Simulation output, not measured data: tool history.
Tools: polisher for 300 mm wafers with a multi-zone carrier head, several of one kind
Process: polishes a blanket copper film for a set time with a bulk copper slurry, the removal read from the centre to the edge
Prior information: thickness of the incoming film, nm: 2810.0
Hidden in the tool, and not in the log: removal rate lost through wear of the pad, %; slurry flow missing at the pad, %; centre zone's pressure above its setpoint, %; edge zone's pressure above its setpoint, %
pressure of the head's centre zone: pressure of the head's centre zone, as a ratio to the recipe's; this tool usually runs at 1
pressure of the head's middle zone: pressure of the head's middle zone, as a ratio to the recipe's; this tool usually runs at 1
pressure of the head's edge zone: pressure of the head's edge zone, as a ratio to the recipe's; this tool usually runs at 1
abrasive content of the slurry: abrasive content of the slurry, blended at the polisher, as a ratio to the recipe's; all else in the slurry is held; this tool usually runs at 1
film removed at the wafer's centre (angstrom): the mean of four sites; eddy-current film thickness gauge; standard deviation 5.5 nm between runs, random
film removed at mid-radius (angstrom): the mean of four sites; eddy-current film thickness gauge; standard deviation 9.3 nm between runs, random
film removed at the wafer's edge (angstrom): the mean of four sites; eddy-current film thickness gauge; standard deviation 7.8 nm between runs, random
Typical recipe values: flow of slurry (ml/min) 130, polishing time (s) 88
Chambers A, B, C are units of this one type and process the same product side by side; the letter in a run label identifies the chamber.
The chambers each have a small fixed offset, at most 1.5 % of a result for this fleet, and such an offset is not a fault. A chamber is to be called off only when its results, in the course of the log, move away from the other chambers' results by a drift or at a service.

run	hour	flow of slurry (ml/min)	pressure of the head's centre zone	pressure of the head's middle zone	pressure of the head's edge zone	abrasive content of the slurry	polishing time (s)	wafers polished on this pad	hours since the slurry nozzle was cleaned	hours since the centre zone pressure was calibrated	hours since the edge zone pressure was calibrated	film removed at the wafer's centre (angstrom)	film removed at mid-radius (angstrom)	film removed at the wafer's edge (angstrom)
1A	6	130	1	1	1	1	88	414	88.9	390.6	242.3	7859	7951.6	7923.4
2C	11	130	1	1	1	1	88	263	201.2	561	539.4	7801.5	7928.2	7679.4
3B	15.9	130	1	1	1	1	88	508	251.6	1208.8	602.3	7968.8	7839.2	7829.5
# hour 22.3: chamber A: worn pad replaced by a new one
4B	22.7	130	1	1	1	1	88	558	258.4	1215.6	609.1	7993.6	7695.8	7874.8
5C	26.2	130	1	1	1	1	88	376	216.4	576.2	554.6	7814.3	7875.5	7830.4
6A	31.5	130	1	1	1	1	88	68	114.4	416.1	267.8	7756.6	7910.1	7817.5
# hour 33.2: chamber B: worn pad replaced by a new one
7A	39	130	1	0.94	1	1	63	123	121.9	423.6	275.3	5523.3	5327.1	5559.3
# hour 42.1: chamber C: slurry nozzle cleaned
# hour 43.2: chamber B: slurry nozzle cleaned
8C	43.3	130	1	0.94	1	1	63	502	1.3	593.3	571.7	5587.9	5367.2	5642.4
9B	49.9	130	1	0.94	1	1	63	123	6.8	1242.8	636.3	5735.7	5406.5	5683.4
10A	55.9	130	1	1	1	1	88	248	138.8	440.5	292.2	7886.2	7960	7871.4
11C	63.4	130	1	1	1	1	88	651	21.4	613.4	591.8	7690.8	7765.3	7845.3
12B	68.1	130	1	1	1	1	88	258	25	1261	654.5	7955	7808.8	7766.9
# hour 75: chamber B: centre zone pressure recalibrated
13A	75.4	130	1	1	1	1	88	392	158.3	460	311.7	7956.9	8118.3	7778.4
14B	81	100	1	0.89	1	1	88	353	37.9	6	667.4	7391.9	6730.7	7569
15C	84.5	100	1	0.89	1	1	88	807	42.5	634.5	612.9	7217.6	6592.2	7606.5
16B	89.6	100	1	0.89	1	1	88	417	46.5	14.6	676	7370.6	6616.2	7542.7
17C	95.8	130	1	1	1	1	88	891	53.8	645.8	624.2	7721.6	7775	7694.9
# hour 99.1: chamber A: worn pad replaced by a new one
18A	102.4	130	1	1	1	1	88	24	185.3	487	338.7	7796.7	7954.5	7828.3
# hour 106.8: chamber A: edge zone pressure recalibrated
# hour 107: chamber C: centre zone pressure recalibrated
19C	108.8	130	1	1	1	1	88	987	66.8	1.9	637.2	7697.4	7659.5	7607.6
20A	116.2	130	1	1	1	1	88	127	199.1	500.8	9.5	7783.4	8045.2	7883
21B	119.9	130	1	1	1	1	88	641	76.8	44.9	706.3	8017.8	7827.5	7829.1
# hour 125: chamber B: worn pad replaced by a new one
22A	125.5	130	1	1	1	1	88	195	208.4	510.1	18.8	7787.8	7773	7789.8
23C	131	130	1	1	1	1	88	1151	89	24.1	659.4	7708.1	7735.2	7708.9
24B	135.8	130	1	1	1	1	88	80	92.7	60.8	722.2	7953.8	7892.9	7811.7
25B	141.9	130	1	1	1	1	88	125	98.8	66.9	728.3	7898.7	7878.3	7787.9
26C	148.4	130	1	1	1	1	88	1280	106.4	41.5	676.8	7609.5	7851.2	7677.8
27A	154.2	130	1	1	1	1	88	408	237.1	538.8	47.5	7849.7	7966.5	7882.6
28C	161.2	130	1	1	1	1	88	1375	119.2	54.3	689.6	7621.5	7513.5	7605.1
29B	164.8	130	1	1	1	1	88	294	121.7	89.8	751.2	7952.5	7912	7929.8
# hour 166.6: chamber A: worn pad replaced by a new one
30A	168.4	130	1	1	1	1	88	13	251.3	553	61.7	7819.8	7857	7756.9
31B	174.9	130	1	1	1	1	88	369	131.8	99.9	761.3	8024.8	7773.4	7851.8
32C	180.7	130	1	1	1	1	88	1519	138.7	73.8	709.1	7634.4	7631.3	7729
33A	187.9	130	1	1	1	1	88	158	270.8	572.5	81.2	7789	7837.3	7746.1
34A	194.1	130	1	1	1	1	88	204	277	578.7	87.4	7844.8	7807.2	7869.5
35C	197.9	110	1	1	1	1	88	1646	155.9	91	726.3	7247.6	7161.4	7446.6
36B	202.4	110	1	1	1	1	88	572	159.3	127.4	788.8	7559.1	7483.8	7670.9
37B	208.5	110	1	1	1	1	88	617	165.4	133.5	794.9	7556.1	7428.9	7570.6
38C	212.3	130	1	1	1	1	88	1753	170.3	105.4	740.7	7494.1	7444.4	7620.5
39A	217.4	130	1	1	1	1	88	376	300.3	602	110.7	7778.5	8068.9	7772.2
# hour 217.9: chamber A: slurry nozzle cleaned
40C	224.3	130	1	1	1	1	88	1841	182.3	117.4	752.7	7515.4	7525.3	7570
41A	229.8	130	1	1	1	1	88	468	12	614.4	123.1	7877.7	7938.6	7922.9

Each of the 3 chambers runs these same settings next. Fill in every chamber's results:
42A	235.4	130	1	1	1	1	88					?	?	?
42B	235.4	130	1	1	1	1	88					?	?	?
42C	235.4	130	1	1	1	1	88					?	?	?

run	film removed at the wafer's centre (angstrom)	film removed at mid-radius (angstrom)	film removed at the wafer's edge (angstrom)
42A	7795	8015.5	7881.3
42B	7916.7	7750.9	7805.5
42C	7412.3	7472.8	7526.2

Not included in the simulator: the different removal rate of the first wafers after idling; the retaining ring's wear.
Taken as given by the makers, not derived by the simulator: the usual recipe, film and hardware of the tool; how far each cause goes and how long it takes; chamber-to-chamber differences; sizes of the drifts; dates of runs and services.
